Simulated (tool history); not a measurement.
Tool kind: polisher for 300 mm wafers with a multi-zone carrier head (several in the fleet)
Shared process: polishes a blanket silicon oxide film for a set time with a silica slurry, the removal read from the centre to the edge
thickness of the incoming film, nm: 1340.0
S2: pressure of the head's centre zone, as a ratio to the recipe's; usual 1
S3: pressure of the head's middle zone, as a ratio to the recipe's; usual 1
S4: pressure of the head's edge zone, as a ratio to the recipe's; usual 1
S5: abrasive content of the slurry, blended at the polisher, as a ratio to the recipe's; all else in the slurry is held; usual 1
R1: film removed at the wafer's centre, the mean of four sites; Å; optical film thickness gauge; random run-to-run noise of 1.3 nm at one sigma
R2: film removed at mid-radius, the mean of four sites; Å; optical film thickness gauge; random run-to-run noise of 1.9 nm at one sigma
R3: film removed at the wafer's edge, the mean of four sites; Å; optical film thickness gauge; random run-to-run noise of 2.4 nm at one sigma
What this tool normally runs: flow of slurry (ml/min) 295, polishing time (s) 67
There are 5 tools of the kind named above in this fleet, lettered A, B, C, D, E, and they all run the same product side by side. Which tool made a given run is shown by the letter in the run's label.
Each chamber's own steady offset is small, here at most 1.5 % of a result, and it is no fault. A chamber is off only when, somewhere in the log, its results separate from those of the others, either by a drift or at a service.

run 1D hour=6.6 | flow_of_slurry_(ml/min)=295 S2=1 S3=1 S4=1 S5=1 polishing_time_(s)=67 | R1=2220.2 R2=2242.1 R3=2112.8
run 2A hour=12.5 | flow_of_slurry_(ml/min)=295 S2=1 S3=1 S4=1 S5=1 polishing_time_(s)=67 | R1=2194.5 R2=2211.5 R3=2226.7
run 3C hour=21.6 | flow_of_slurry_(ml/min)=295 S2=1 S3=1 S4=1 S5=1 polishing_time_(s)=67 | R1=2200.5 R2=2209 R3=2226.2
-- hour=23.6 chamber D: slurry nozzle cleaned
-- hour=27.1 chamber A: worn pad replaced by a new one
run 4E hour=28.6 | flow_of_slurry_(ml/min)=295 S2=1 S3=1 S4=1 S5=1 polishing_time_(s)=67 | R1=2178.9 R2=2199.8 R3=2171.5
run 5B hour=37.4 | flow_of_slurry_(ml/min)=295 S2=1 S3=1 S4=1 S5=1 polishing_time_(s)=56 | R1=1853.7 R2=1837.3 R3=1873.7
-- hour=45.4 chamber E: worn pad replaced by a new one
run 6C hour=48.5 | flow_of_slurry_(ml/min)=295 S2=1 S3=1 S4=1 S5=1 polishing_time_(s)=56 | R1=1844.2 R2=1832.3 R3=1869.5
run 7A hour=57.9 | flow_of_slurry_(ml/min)=295 S2=1 S3=1 S4=1 S5=1 polishing_time_(s)=56 | R1=1849.5 R2=1833.2 R3=1836.4
-- hour=61.5 chamber B: worn pad replaced by a new one
run 8E hour=65.8 | flow_of_slurry_(ml/min)=295 S2=1 S3=1 S4=1 S5=1 polishing_time_(s)=56 | R1=1823 R2=1856.5 R3=1820.2
run 9D hour=73.4 | flow_of_slurry_(ml/min)=295 S2=1 S3=1 S4=1 S5=1 polishing_time_(s)=56 | R1=1850.9 R2=1866.4 R3=1786.2
run 10B hour=83.3 | flow_of_slurry_(ml/min)=295 S2=1 S3=1 S4=1 S5=1 polishing_time_(s)=67 | R1=2213.2 R2=2211.9 R3=2212.1
-- hour=89.6 chamber A: worn pad replaced by a new one
-- hour=91.5 chamber C: worn pad replaced by a new one
run 11E hour=94.2 | flow_of_slurry_(ml/min)=295 S2=1 S3=1 S4=1 S5=1 polishing_time_(s)=67 | R1=2205.1 R2=2199.5 R3=2232.6
run 12B hour=100.6 | flow_of_slurry_(ml/min)=295 S2=1 S3=1 S4=1 S5=1 polishing_time_(s)=67 | R1=2177.4 R2=2232.2 R3=2235.1
run 13D hour=111 | flow_of_slurry_(ml/min)=295 S2=1 S3=1 S4=1 S5=1 polishing_time_(s)=67 | R1=2182.6 R2=2184.5 R3=2193.7
run 14A hour=119.3 | flow_of_slurry_(ml/min)=245 S2=1 S3=1 S4=1 S5=1.15 polishing_time_(s)=67 | R1=2324.6 R2=2318.7 R3=2308.1
-- hour=124.7 chamber B: worn pad replaced by a new one
-- hour=127.8 chamber E: worn pad replaced by a new one
run 15C hour=129.1 | flow_of_slurry_(ml/min)=245 S2=1 S3=1 S4=1 S5=1.15 polishing_time_(s)=67 | R1=2301.6 R2=2304.5 R3=2340
run 16E hour=138.8 | flow_of_slurry_(ml/min)=245 S2=1 S3=1 S4=1 S5=1.15 polishing_time_(s)=67 | R1=2291.8 R2=2309.9 R3=2291.7
run 17A hour=151 | flow_of_slurry_(ml/min)=245 S2=1 S3=1 S4=1 S5=1.15 polishing_time_(s)=67 | R1=2288.1 R2=2273.7 R3=2343.2
-- hour=157.7 chamber A: worn pad replaced by a new one
run 18C hour=160.8 | flow_of_slurry_(ml/min)=245 S2=1 S3=1 S4=1 S5=1.15 polishing_time_(s)=67 | R1=2286.8 R2=2310.6 R3=2281.6
-- hour=170.7 chamber C: worn pad replaced by a new one
run 19D hour=171.9 | flow_of_slurry_(ml/min)=295 S2=1 S3=1 S4=1 S5=1 polishing_time_(s)=67 | R1=2163 R2=2176 R3=2109.4
run 20B hour=183.5 | flow_of_slurry_(ml/min)=295 S2=1 S3=1 S4=1 S5=1 polishing_time_(s)=67 | R1=2189.2 R2=2205.2 R3=2211.5
run 21C hour=194.5 | flow_of_slurry_(ml/min)=295 S2=1 S3=1 S4=0.88 S5=1 polishing_time_(s)=67 | R1=2212.7 R2=2203.2 R3=2075
-- hour=198.6 chamber B: worn pad replaced by a new one
run 22D hour=203.6 | flow_of_slurry_(ml/min)=295 S2=1 S3=1 S4=0.88 S5=1 polishing_time_(s)=67 | R1=2147.1 R2=2157.4 R3=2001.7
run 23A hour=210.5 | flow_of_slurry_(ml/min)=295 S2=1 S3=1 S4=0.88 S5=1 polishing_time_(s)=67 | R1=2236.4 R2=2210.3 R3=2105.8
-- hour=212.1 chamber E: worn pad replaced by a new one
-- hour=218.7 chamber A: centre zone pressure recalibrated
run 24E hour=222.6 | flow_of_slurry_(ml/min)=295 S2=1 S3=1 S4=0.88 S5=1 polishing_time_(s)=67 | R1=2178.8 R2=2207.5 R3=2071.3
-- hour=232.8 chamber A: worn pad replaced by a new one
run 25B hour=233.4 | flow_of_slurry_(ml/min)=295 S2=1 S3=1 S4=0.88 S5=1 polishing_time_(s)=67 | R1=2218.1 R2=2201.9 R3=2087.6
run 26B hour=239.7 | flow_of_slurry_(ml/min)=295 S2=1 S3=0.91 S4=1 S5=1 polishing_time_(s)=82 | R1=2713.1 R2=2529.4 R3=2718.3
-- hour=244.8 chamber E: slurry nozzle cleaned
run 27A hour=247.8 | flow_of_slurry_(ml/min)=295 S2=1 S3=0.91 S4=1 S5=1 polishing_time_(s)=82 | R1=2713.9 R2=2457.7 R3=2773.6
run 28C hour=258.6 | flow_of_slurry_(ml/min)=295 S2=1 S3=0.91 S4=1 S5=1 polishing_time_(s)=82 | R1=2711.6 R2=2447.8 R3=2679.9
-- hour=260.7 chamber B: slurry nozzle cleaned
-- hour=260.9 chamber C: worn pad replaced by a new one
run 29E hour=270.7 | flow_of_slurry_(ml/min)=295 S2=1 S3=0.91 S4=1 S5=1 polishing_time_(s)=82 | R1=2665.5 R2=2461 R3=2681.9
run 30D hour=279.2 | flow_of_slurry_(ml/min)=295 S2=1 S3=0.91 S4=1 S5=1 polishing_time_(s)=82 | R1=2581.6 R2=2355.6 R3=2516
-- hour=279.6 chamber B: worn pad replaced by a new one
-- hour=288.1 chamber E: worn pad replaced by a new one
run 31C hour=290.7 | flow_of_slurry_(ml/min)=295 S2=1 S3=1 S4=1 S5=1 polishing_time_(s)=67 | R1=2202.1 R2=2205.1 R3=2235.8
run 32E hour=296.5 | flow_of_slurry_(ml/min)=295 S2=1 S3=1 S4=1 S5=1 polishing_time_(s)=67 | R1=2195.4 R2=2199 R3=2215.5
run 33B hour=307 | flow_of_slurry_(ml/min)=295 S2=1 S3=1 S4=1 S5=1 polishing_time_(s)=67 | R1=2207.9 R2=2204.3 R3=2202.7
-- hour=307.2 chamber A: worn pad replaced by a new one
run 34A hour=319.4 | flow_of_slurry_(ml/min)=295 S2=1 S3=0.91 S4=1 S5=1 polishing_time_(s)=67 | R1=2217.5 R2=2030.7 R3=2184.6
run 35D hour=326.1 | flow_of_slurry_(ml/min)=295 S2=1 S3=0.91 S4=1 S5=1 polishing_time_(s)=67 | R1=2072.1 R2=1914.2 R3=2043.9
run 36A hour=333.9 | flow_of_slurry_(ml/min)=295 S2=1 S3=0.91 S4=1 S5=1 polishing_time_(s)=67 | R1=2184.9 R2=2005.7 R3=2236.1

Each of the 5 chambers runs these same settings next. Fill in every chamber's results:
run 37A hour=343 | flow_of_slurry_(ml/min)=295 S2=1 S3=1 S4=1 S5=1 polishing_time_(s)=67 | R1=? R2=? R3=?
run 37B hour=343 | flow_of_slurry_(ml/min)=295 S2=1 S3=1 S4=1 S5=1 polishing_time_(s)=67 | R1=? R2=? R3=?
run 37C hour=343 | flow_of_slurry_(ml/min)=295 S2=1 S3=1 S4=1 S5=1 polishing_time_(s)=67 | R1=? R2=? R3=?
run 37D hour=343 | flow_of_slurry_(ml/min)=295 S2=1 S3=1 S4=1 S5=1 polishing_time_(s)=67 | R1=? R2=? R3=?
run 37E hour=343 | flow_of_slurry_(ml/min)=295 S2=1 S3=1 S4=1 S5=1 polishing_time_(s)=67 | R1=? R2=? R3=?

run=37A R1=2189.5 R2=2206.4 R3=2260.3
run=37B R1=2178.1 R2=2212.5 R3=2210.1
run=37C R1=2190.7 R2=2203.5 R3=2187.7
run=37D R1=2067.6 R2=2065.3 R3=2028.6
run=37E R1=2213.8 R2=2195.9 R3=2213.4
